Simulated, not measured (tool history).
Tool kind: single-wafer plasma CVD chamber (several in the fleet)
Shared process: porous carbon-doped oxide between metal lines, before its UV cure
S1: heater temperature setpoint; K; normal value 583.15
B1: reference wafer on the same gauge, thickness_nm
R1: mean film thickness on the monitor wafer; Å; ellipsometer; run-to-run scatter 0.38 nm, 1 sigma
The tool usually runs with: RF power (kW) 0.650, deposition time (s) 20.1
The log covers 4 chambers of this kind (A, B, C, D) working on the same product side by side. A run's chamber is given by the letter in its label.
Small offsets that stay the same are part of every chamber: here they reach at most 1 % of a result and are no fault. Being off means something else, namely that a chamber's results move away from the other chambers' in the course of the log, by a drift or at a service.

run 1C day=0.308 | S1=583.15 RF_power_(kW)=0.650 deposition_time_(s)=20.1 | B1=143.02 | R1=1237.4
run 2A day=0.521 | S1=583.15 RF_power_(kW)=0.650 deposition_time_(s)=20.1 | B1=143.05 | R1=1240.3
run 3D day=0.754 | S1=583.15 RF_power_(kW)=0.650 deposition_time_(s)=20.1 | B1=143.12 | R1=1252.0
run 4B day=0.954 | S1=583.15 RF_power_(kW)=0.650 deposition_time_(s)=20.1 | B1=143.05 | R1=1234.1
run 5A day=1.117 | S1=593.15 RF_power_(kW)=0.650 deposition_time_(s)=18.5 | B1=142.86 | R1=1092.2
run 6B day=1.262 | S1=593.15 RF_power_(kW)=0.650 deposition_time_(s)=18.5 | B1=142.99 | R1=1081.3
run 7D day=1.542 | S1=593.15 RF_power_(kW)=0.650 deposition_time_(s)=18.5 | B1=143.07 | R1=1092.9
run 8C day=1.854 | S1=593.15 RF_power_(kW)=0.650 deposition_time_(s)=18.5 | B1=143.01 | R1=1080.4
-- day=2.100 chamber D: RF generator calibrated
run 9C day=2.154 | S1=583.15 RF_power_(kW)=0.650 deposition_time_(s)=20.1 | B1=142.98 | R1=1236.6
run 10D day=2.442 | S1=583.15 RF_power_(kW)=0.650 deposition_time_(s)=20.1 | B1=142.98 | R1=1246.9
run 11B day=2.600 | S1=583.15 RF_power_(kW)=0.650 deposition_time_(s)=20.1 | B1=143.03 | R1=1234.4
run 12A day=2.758 | S1=583.15 RF_power_(kW)=0.650 deposition_time_(s)=20.1 | B1=142.98 | R1=1246.5
run 13A day=2.988 | S1=583.15 RF_power_(kW)=0.650 deposition_time_(s)=20.1 | B1=142.86 | R1=1251.4
run 14C day=3.258 | S1=583.15 RF_power_(kW)=0.650 deposition_time_(s)=20.1 | B1=143.12 | R1=1238.7
run 15B day=3.542 | S1=583.15 RF_power_(kW)=0.650 deposition_time_(s)=20.1 | B1=142.97 | R1=1232.9
run 16D day=3.704 | S1=583.15 RF_power_(kW)=0.650 deposition_time_(s)=20.1 | B1=142.97 | R1=1247.2
run 17D day=3.912 | S1=583.15 RF_power_(kW)=0.650 deposition_time_(s)=20.1 | B1=143.10 | R1=1249.5
run 18C day=4.188 | S1=583.15 RF_power_(kW)=0.650 deposition_time_(s)=20.1 | B1=143.02 | R1=1231.8
-- day=4.279 chamber C: thermocouple changed; heater temperature recalibrated
run 19B day=4.467 | S1=583.15 RF_power_(kW)=0.650 deposition_time_(s)=20.1 | B1=142.99 | R1=1232.0
run 20A day=4.633 | S1=583.15 RF_power_(kW)=0.650 deposition_time_(s)=20.1 | B1=143.08 | R1=1248.9
-- day=4.725 chamber B: RF generator calibrated
run 21A day=4.846 | S1=583.15 RF_power_(kW)=0.650 deposition_time_(s)=20.1 | B1=143.04 | R1=1247.4
run 22B day=5.142 | S1=583.15 RF_power_(kW)=0.650 deposition_time_(s)=21.5 | B1=143.00 | R1=1313.2
run 23D day=5.292 | S1=583.15 RF_power_(kW)=0.650 deposition_time_(s)=21.5 | B1=142.99 | R1=1342.2
run 24C day=5.558 | S1=583.15 RF_power_(kW)=0.650 deposition_time_(s)=21.5 | B1=143.08 | R1=1351.7
run 25C day=5.742 | S1=583.15 RF_power_(kW)=0.650 deposition_time_(s)=21.5 | B1=143.04 | R1=1349.0
run 26D day=5.912 | S1=574.15 RF_power_(kW)=0.650 deposition_time_(s)=23.1 | B1=143.00 | R1=1496.7
run 27B day=6.188 | S1=574.15 RF_power_(kW)=0.650 deposition_time_(s)=23.1 | B1=143.15 | R1=1481.8
run 28A day=6.500 | S1=574.15 RF_power_(kW)=0.650 deposition_time_(s)=23.1 | B1=143.01 | R1=1493.0
run 29D day=6.742 | S1=574.15 RF_power_(kW)=0.650 deposition_time_(s)=23.1 | B1=142.94 | R1=1498.6
run 30C day=6.883 | S1=570.15 RF_power_(kW)=0.650 deposition_time_(s)=20.1 | B1=143.05 | R1=1361.0
run 31B day=7.208 | S1=570.15 RF_power_(kW)=0.650 deposition_time_(s)=20.1 | B1=142.95 | R1=1322.1
run 32A day=7.388 | S1=570.15 RF_power_(kW)=0.650 deposition_time_(s)=20.1 | B1=142.94 | R1=1341.7
run 33D day=7.667 | S1=570.15 RF_power_(kW)=0.650 deposition_time_(s)=20.1 | B1=143.00 | R1=1351.3
run 34A day=7.921 | S1=583.15 RF_power_(kW)=0.650 deposition_time_(s)=20.1 | B1=143.01 | R1=1245.6
run 35C day=8.238 | S1=583.15 RF_power_(kW)=0.650 deposition_time_(s)=20.1 | B1=142.93 | R1=1259.2
run 36B day=8.504 | S1=571.15 RF_power_(kW)=0.650 deposition_time_(s)=20.1 | B1=142.99 | R1=1321.8
run 37A day=8.733 | S1=571.15 RF_power_(kW)=0.650 deposition_time_(s)=20.1 | B1=142.93 | R1=1337.8

Is one chamber off against the others, does the gauge drift, or is nothing wrong? If a chamber is off, say which, and what the likeliest cause is.

Chamber C has stood off from the others ever since a service on it.
Cause: wafer temperature below the value expected at the setpoint (K) = 4.5.

Here are 4 candidates for chamber C's next run, each the usual settings with a change, their results left as question marks. Which one brings its results back in line with what the others give on the usual settings?
Counts as in line when no further than this from what the other chambers average on the usual settings: R1 13.0 Å
run 38C-1 day=8.967 | S1=582.15 RF_power_(kW)=0.650 deposition_time_(s)=20.4 | R1=?
run 38C-2 day=8.967 | S1=582.15 RF_power_(kW)=0.660 deposition_time_(s)=20.6 | R1=?
run 38C-3 day=8.967 | S1=584.15 RF_power_(kW)=0.650 deposition_time_(s)=19.4 | R1=?
run 38C-4 day=8.967 | S1=587.15 RF_power_(kW)=0.650 deposition_time_(s)=20.1 | R1=?

On the usual settings, the other chambers give on average: R1 1241.8 Å
run=38C-1 R1=1291.6
run=38C-2 R1=1316.7
run=38C-3 R1=1216.7
run=38C-4 R1=1238.3
38C-4 is the one that brings the chamber's results back in line with the other chambers.
